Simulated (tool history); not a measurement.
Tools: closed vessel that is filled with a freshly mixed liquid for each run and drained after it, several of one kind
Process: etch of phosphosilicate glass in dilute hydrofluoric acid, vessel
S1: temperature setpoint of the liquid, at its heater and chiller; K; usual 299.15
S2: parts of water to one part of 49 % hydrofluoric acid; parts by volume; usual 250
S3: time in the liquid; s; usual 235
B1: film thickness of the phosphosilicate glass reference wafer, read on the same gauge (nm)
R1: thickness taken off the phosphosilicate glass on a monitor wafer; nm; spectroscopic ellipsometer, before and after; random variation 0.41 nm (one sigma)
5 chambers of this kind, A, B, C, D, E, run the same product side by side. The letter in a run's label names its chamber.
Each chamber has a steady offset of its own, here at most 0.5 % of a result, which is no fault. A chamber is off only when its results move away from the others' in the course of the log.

{"run": "1A", "hour": 14.5, "S1": 299.15, "S2": 250, "S3": 235, "B1": 99.996, "R1": 50.733}
{"run": "2B", "hour": 23.8, "S1": 299.15, "S2": 250, "S3": 235, "B1": 99.991, "R1": 51.503}
{"run": "3E", "hour": 38.4, "S1": 299.15, "S2": 250, "S3": 235, "B1": 100.03, "R1": 51.347}
{"run": "4C", "hour": 53.3, "S1": 299.15, "S2": 250, "S3": 235, "B1": 100.04, "R1": 50.796}
{"run": "5D", "hour": 67.7, "S1": 299.15, "S2": 250, "S3": 235, "B1": 100.01, "R1": 51.242}
{"run": "6B", "hour": 80.5, "S1": 299.15, "S2": 250, "S3": 235, "B1": 99.982, "R1": 51.008}
{"run": "7C", "hour": 89.7, "S1": 299.15, "S2": 250, "S3": 235, "B1": 100.0, "R1": 52.206}
{"run": "8E", "hour": 102.6, "S1": 299.15, "S2": 250, "S3": 235, "B1": 99.996, "R1": 50.078}
{"run": "9D", "hour": 115.1, "S1": 299.15, "S2": 250, "S3": 235, "B1": 99.976, "R1": 51.279}
{"run": "10A", "hour": 123.8, "S1": 299.15, "S2": 250, "S3": 235, "B1": 100.01, "R1": 51.135}
{"hour": 124.9, "done": "chamber D: thermometer replaced"}
{"run": "11D", "hour": 137.3, "S1": 299.15, "S2": 250, "S3": 235, "B1": 99.987, "R1": 51.826}
{"hour": 143.5, "done": "chamber D: hydrofluoric acid flow meter replaced"}
{"run": "12C", "hour": 148.3, "S1": 299.15, "S2": 250, "S3": 235, "B1": 100.01, "R1": 50.718}
{"run": "13A", "hour": 159.9, "S1": 299.15, "S2": 250, "S3": 235, "B1": 99.997, "R1": 51.122}
{"run": "14E", "hour": 171.1, "S1": 299.15, "S2": 250, "S3": 235, "B1": 100.01, "R1": 49.935}
{"run": "15B", "hour": 178.6, "S1": 299.15, "S2": 250, "S3": 235, "B1": 100.0, "R1": 51.127}
{"run": "16A", "hour": 186.6, "S1": 299.15, "S2": 250, "S3": 235, "B1": 100.0, "R1": 51.545}
{"run": "17B", "hour": 193.6, "S1": 299.15, "S2": 250, "S3": 235, "B1": 100.02, "R1": 51.005}
{"run": "18E", "hour": 202.2, "S1": 299.15, "S2": 250, "S3": 235, "B1": 100.01, "R1": 49.22}
{"run": "19C", "hour": 209.6, "S1": 299.15, "S2": 250, "S3": 235, "B1": 99.995, "R1": 51.491}
{"run": "20D", "hour": 223.3, "S1": 299.15, "S2": 250, "S3": 235, "B1": 99.998, "R1": 51.326}
{"run": "21D", "hour": 234.7, "S1": 295.15, "S2": 170, "S3": 235, "B1": 99.973, "R1": 71.533}
{"run": "22C", "hour": 248.1, "S1": 295.15, "S2": 170, "S3": 235, "B1": 99.994, "R1": 70.542}
{"run": "23A", "hour": 261.3, "S1": 295.15, "S2": 170, "S3": 235, "B1": 99.986, "R1": 71.447}
{"run": "24E", "hour": 270.7, "S1": 295.15, "S2": 170, "S3": 235, "B1": 99.99, "R1": 66.733}
{"run": "25B", "hour": 282.7, "S1": 295.15, "S2": 170, "S3": 235, "B1": 99.986, "R1": 70.085}
{"run": "26C", "hour": 295.7, "S1": 299.15, "S2": 250, "S3": 235, "B1": 100.05, "R1": 50.949}
{"run": "27A", "hour": 311.0, "S1": 299.15, "S2": 250, "S3": 235, "B1": 99.993, "R1": 51.386}
{"hour": 319.4, "done": "chamber C: thermometer replaced"}
{"run": "28E", "hour": 320.4, "S1": 302.15, "S2": 340, "S3": 235, "B1": 99.996, "R1": 34.505}
{"run": "29B", "hour": 335.4, "S1": 302.15, "S2": 340, "S3": 235, "B1": 99.993, "R1": 37.493}
{"run": "30D", "hour": 345.5, "S1": 302.15, "S2": 340, "S3": 235, "B1": 99.984, "R1": 38.976}
{"run": "31C", "hour": 357.2, "S1": 302.15, "S2": 340, "S3": 235, "B1": 99.961, "R1": 37.115}
{"run": "32B", "hour": 366.2, "S1": 302.15, "S2": 340, "S3": 235, "B1": 100.03, "R1": 37.962}
{"run": "33A", "hour": 380.7, "S1": 299.15, "S2": 250, "S3": 235, "B1": 99.993, "R1": 50.527}
{"run": "34D", "hour": 392.0, "S1": 295.15, "S2": 360, "S3": 235, "B1": 100.01, "R1": 28.336}
{"run": "35E", "hour": 406.7, "S1": 295.15, "S2": 360, "S3": 235, "B1": 100.02, "R1": 24.795}
{"run": "36A", "hour": 419.9, "S1": 295.15, "S2": 360, "S3": 235, "B1": 100.03, "R1": 27.92}

Next, every chamber runs the same settings. What will each give?
{"run": "37A", "hour": 430.9, "S1": 299.15, "S2": 295, "S3": 235, "R1": "?"}
{"run": "37B", "hour": 430.9, "S1": 299.15, "S2": 295, "S3": 235, "R1": "?"}
{"run": "37C", "hour": 430.9, "S1": 299.15, "S2": 295, "S3": 235, "R1": "?"}
{"run": "37D", "hour": 430.9, "S1": 299.15, "S2": 295, "S3": 235, "R1": "?"}
{"run": "37E", "hour": 430.9, "S1": 299.15, "S2": 295, "S3": 235, "R1": "?"}

run=37A R1=41.069
run=37B R1=41.124
run=37C R1=41.032
run=37D R1=41.886
run=37E R1=37.219
